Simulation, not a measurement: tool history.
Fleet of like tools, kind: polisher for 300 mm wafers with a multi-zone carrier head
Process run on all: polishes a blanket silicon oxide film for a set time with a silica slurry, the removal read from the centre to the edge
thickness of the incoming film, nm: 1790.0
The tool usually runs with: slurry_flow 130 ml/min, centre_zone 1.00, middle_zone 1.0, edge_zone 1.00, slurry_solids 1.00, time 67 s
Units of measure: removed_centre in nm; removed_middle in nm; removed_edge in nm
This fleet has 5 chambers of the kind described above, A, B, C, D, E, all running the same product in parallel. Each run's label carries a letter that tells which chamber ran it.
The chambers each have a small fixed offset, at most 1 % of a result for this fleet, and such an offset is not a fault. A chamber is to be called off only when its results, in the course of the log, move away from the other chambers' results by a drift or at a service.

run   hour  slurry_flow  centre_zone  middle_zone  edge_zone  slurry_solids  time  wafers polished on this pad  hours since the slurry nozzle was cleaned  hours since the centre zone pressure was calibrated  hours since the edge zone pressure was calibrated  removed_centre  removed_middle  removed_edge
 1B   10.0          130         1.00          1.0       1.00           1.00    67                          267                                      123.7                                                189.9                                              564.0          185.10          189.20        180.75
 2A   16.6          130         1.00          1.0       1.00           1.00    67                          546                                      521.0                                                351.9                                              414.2          182.50          186.03        185.32
 3E   24.2          130         1.00          1.0       1.00           1.00    67                          461                                      332.0                                                270.4                                              968.4          183.65          183.91        183.70
      30.1  -- chamber D: worn pad replaced by a new one
      30.2  -- chamber E: slurry nozzle cleaned
 4C   35.7          130         1.00          1.0       1.00           1.00    67                         1000                                      467.9                                                466.7                                              324.9          183.61          188.04        183.85
      41.7  -- chamber E: worn pad replaced by a new one
 5D   43.5          130         1.00          1.0       1.00           1.00    67                           85                                      139.2                                                424.9                                              329.0          183.24          183.50        188.57
      44.5  -- chamber A: edge zone pressure recalibrated
      48.5  -- chamber A: worn pad replaced by a new one
 6E   50.8          145         1.00          1.0       1.08           1.00    67                           58                                       20.7                                                297.0                                              995.0          188.22          186.57        195.79
 7D   59.0          145         1.00          1.0       1.08           1.00    67                          184                                      154.7                                                440.4                                              344.5          190.52          189.64        196.31
 8C   67.0          145         1.00          1.0       1.08           1.00    67                         1200                                      499.2                                                498.0                                              356.2          191.24          192.65        194.00
 9A   78.3          145         1.00          1.0       1.08           1.00    67                          189                                      582.7                                                413.6                                               33.8          190.75          186.52        194.88
10B   86.9          145         1.00          1.0       1.08           1.00    67                          757                                      200.6                                                266.8                                              640.9          189.50          191.23        190.65
11C   94.6          130         1.00          1.0       1.00           1.00    67                         1375                                      526.8                                                525.6                                              383.8          185.12          184.78        183.24
12E  102.7          130         0.96          1.0       1.00           1.00    88                          388                                       72.6                                                348.9                                             1046.9          226.67          236.90        247.85
13D  108.2          130         0.96          1.0       1.00           1.00    88                          497                                      203.9                                                489.6                                              393.7          228.37          249.19        244.09
14B  116.9          130         0.96          1.0       1.00           1.00    88                          948                                      230.6                                                296.8                                              670.9          234.78          240.54        241.66
15A  122.7          130         0.96          1.0       1.00           1.00    88                          472                                      627.1                                                458.0                                               78.2          227.94          246.98        239.08
16E  133.1          130         0.96          1.0       1.00           1.00    88                          582                                      103.0                                                379.3                                             1077.3          228.53          242.69        252.19
     134.3  -- chamber E: worn pad replaced by a new one
17A  139.1          130         1.00          1.0       1.00           1.00    67                          576                                      643.5                                                474.4                                               94.6          182.48          185.88        184.49
     141.7  -- chamber C: worn pad replaced by a new one
18B  146.4          130         1.00          1.0       1.00           1.00    67                         1136                                      260.1                                                326.3                                              700.4          182.48          183.75        183.65
     148.2  -- chamber B: slurry nozzle cleaned
     151.8  -- chamber A: worn pad replaced by a new one
19C  151.9          130         1.00          1.0       1.00           1.00    67                           65                                      584.1                                                582.9                                              441.1          190.33          184.48        179.67
20D  159.8          130         1.00          1.0       1.00           1.00    67                          825                                      255.5                                                541.2                                              445.3          186.56          181.58        184.29
21D  167.6          130         1.00          1.0       1.00           1.00    67                          875                                      263.3                                                549.0                                              453.1          188.24          184.27        182.88
     178.9  -- chamber D: worn pad replaced by a new one
22E  179.2          130         1.00          1.0       1.00           1.00    67                          286                                      149.1                                                425.4                                             1123.4          180.96          186.95        183.26
     179.7  -- chamber D: centre zone pressure recalibrated
     183.4  -- chamber B: worn pad replaced by a new one
23C  185.0          130         1.00          1.0       1.00           1.00    67                          275                                      617.2                                                616.0                                              474.2          189.37          188.83        182.83
24B  190.3          130         1.00          1.0       1.00           1.00    67                           43                                       42.1                                                370.2                                              744.3          188.46          184.28        184.78
25A  200.2          130         1.00          0.9       1.00           1.00    67                          308                                      704.6                                                535.5                                              155.7          187.16          171.00        188.79
26B  208.7          130         1.00          0.9       1.00           1.00    67                          161                                       60.5                                                388.6                                              762.7          185.82          168.35        183.55
27D  218.5          130         1.00          0.9       1.00           1.00    67                          252                                      314.2                                                 38.8                                              504.0          182.19          169.43        186.01
     221.1  -- chamber E: worn pad replaced by a new one
28E  228.5          130         1.00          0.9       1.00           1.00    67                           47                                      198.4                                                474.7                                             1172.7          184.52          164.67        189.63
29C  237.5          130         1.00          0.9       1.00           1.00    67                          609                                      669.7                                                668.5                                              526.7          185.54          170.40        184.55
     242.4  -- chamber A: slurry nozzle cleaned
30A  245.4          130         1.00          1.0       1.00           1.00    67                          596                                        3.1                                                580.7                                              200.9          179.29          188.06        190.65
31E  250.8          130         1.00          1.0       1.00           1.00    67                          189                                      220.7                                                497.0                                             1195.0          180.30          183.83        189.91
     254.4  -- chamber C: edge zone pressure recalibrated
     256.3  -- chamber A: worn pad replaced by a new one
     258.7  -- chamber C: slurry nozzle cleaned
32B  261.0          130         1.00          1.0       1.00           1.00    67                          493                                      112.8                                                440.9                                              815.0          184.93          185.22        187.37
33C  272.6          130         1.00          1.0       1.00           1.00    67                          833                                       13.9                                                703.6                                               18.3          188.89          190.34        190.42
34A  278.8          130         1.00          1.0       1.00           1.00    67                          143                                       36.5                                                614.1                                              234.3          181.80          187.61        184.32
35D  284.4          130         1.00          1.0       1.00           1.00    67                          672                                      380.1                                                104.7                                              569.9          184.98          181.86        187.29
36A  293.3          130         1.00          1.0       1.11           0.85    67                          235                                       51.0                                                628.6                                              248.8          169.89          173.99        185.31
     297.5  -- chamber E: centre zone pressure recalibrated
37D  303.6          130         1.00          1.0       1.11           0.85    67                          794                                      399.3                                                123.9                                              589.1          169.19          172.62        182.25
     305.1  -- chamber B: edge zone pressure recalibrated
38E  309.2          130         1.00          1.0       1.11           0.85    67                          560                                      279.1                                                 11.7                                             1253.4          169.23          170.35        178.85
39B  319.3          130         1.00          1.0       1.11           0.85    67                          865                                      171.1                                                499.2                                               14.2          168.42          171.46        180.33

Read the log: is a single chamber off, either drifting away or since a service, is the gauge that measures every chamber drifting, or is nothing wrong beyond small per-chamber offsets? Name any odd chamber and what most likely caused it.

The fleet is healthy, with each chamber sitting at its usual small offset and no drift in the gauge.
